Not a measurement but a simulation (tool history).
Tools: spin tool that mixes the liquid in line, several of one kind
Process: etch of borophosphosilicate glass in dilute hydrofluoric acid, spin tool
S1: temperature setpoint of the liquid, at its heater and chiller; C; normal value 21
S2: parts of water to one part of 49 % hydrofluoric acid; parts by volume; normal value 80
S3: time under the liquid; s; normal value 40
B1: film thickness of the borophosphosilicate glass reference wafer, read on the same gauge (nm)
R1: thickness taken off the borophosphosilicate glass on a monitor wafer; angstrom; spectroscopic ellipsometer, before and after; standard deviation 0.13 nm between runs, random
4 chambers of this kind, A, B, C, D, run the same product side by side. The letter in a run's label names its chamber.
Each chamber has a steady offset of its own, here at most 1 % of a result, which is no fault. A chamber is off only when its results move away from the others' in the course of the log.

| run | day | S1 | S2 | S3 | B1 | R1 |
|---|---|---|---|---|---|---|
| 1C | 0.346 | 21 | 80 | 40 | 50.004 | 138.43 |
| 2D | 0.575 | 21 | 80 | 40 | 50.004 | 135.44 |
| 3A | 0.892 | 21 | 80 | 40 | 49.985 | 136.24 |
| 4B | 1.162 | 21 | 80 | 40 | 49.968 | 134.96 |
| 5B | 1.392 | 21 | 80 | 40 | 50.05 | 134.74 |
| 6C | 1.696 | 21 | 80 | 40 | 50.058 | 139.94 |
| 7A | 1.875 | 21 | 80 | 40 | 50.01 | 134.17 |
|  | 1.942 | chamber A: hydrofluoric acid flow meter replaced |
| 8D | 2.058 | 21 | 80 | 40 | 49.998 | 134.51 |
| 9D | 2.321 | 21 | 80 | 40 | 49.993 | 136.54 |
| 10C | 2.612 | 21 | 80 | 40 | 49.993 | 140.55 |
| 11B | 2.862 | 21 | 80 | 40 | 49.945 | 135.57 |
| 12A | 3.212 | 21 | 80 | 40 | 50.008 | 132.62 |
| 13C | 3.383 | 21 | 80 | 40 | 50.017 | 136.74 |
| 14A | 3.55 | 21 | 80 | 40 | 49.993 | 129.71 |
| 15B | 3.754 | 21 | 80 | 40 | 50.004 | 134.96 |
| 16D | 4.071 | 21 | 80 | 40 | 50.025 | 135.25 |
| 17A | 4.362 | 21 | 80 | 40 | 49.984 | 131.51 |
| 18C | 4.625 | 21 | 80 | 40 | 49.954 | 138.45 |
| 19B | 4.912 | 21 | 80 | 40 | 50.043 | 133.85 |
| 20D | 5.221 | 21 | 80 | 40 | 50.015 | 136.73 |
| 21B | 5.475 | 21 | 45 | 40 | 50.032 | 249.08 |
| 22C | 5.717 | 21 | 45 | 40 | 49.969 | 256.8 |
| 23A | 6.004 | 21 | 45 | 40 | 49.977 | 237.34 |
| 24D | 6.262 | 21 | 45 | 40 | 50.032 | 256.5 |
| 25B | 6.454 | 21 | 80 | 40 | 49.995 | 135.75 |
| 26A | 6.688 | 21 | 80 | 40 | 49.977 | 124.68 |
| 27D | 7.025 | 21 | 80 | 40 | 50.006 | 136.37 |
| 28C | 7.379 | 21 | 80 | 40 | 49.972 | 138.38 |
| 29A | 7.688 | 21 | 80 | 40 | 50.008 | 125.07 |
| 30B | 7.846 | 21 | 80 | 40 | 49.996 | 133.84 |

Next, every chamber runs the same settings. What will each give?
| 31A | 8.108 | 26 | 80 | 40 |  | ? |
| 31B | 8.108 | 26 | 80 | 40 |  | ? |
| 31C | 8.108 | 26 | 80 | 40 |  | ? |
| 31D | 8.108 | 26 | 80 | 40 |  | ? |

| run | R1 |
|---|---|
| 31A | 153.97 |
| 31B | 164.73 |
| 31C | 170.67 |
| 31D | 165.73 |
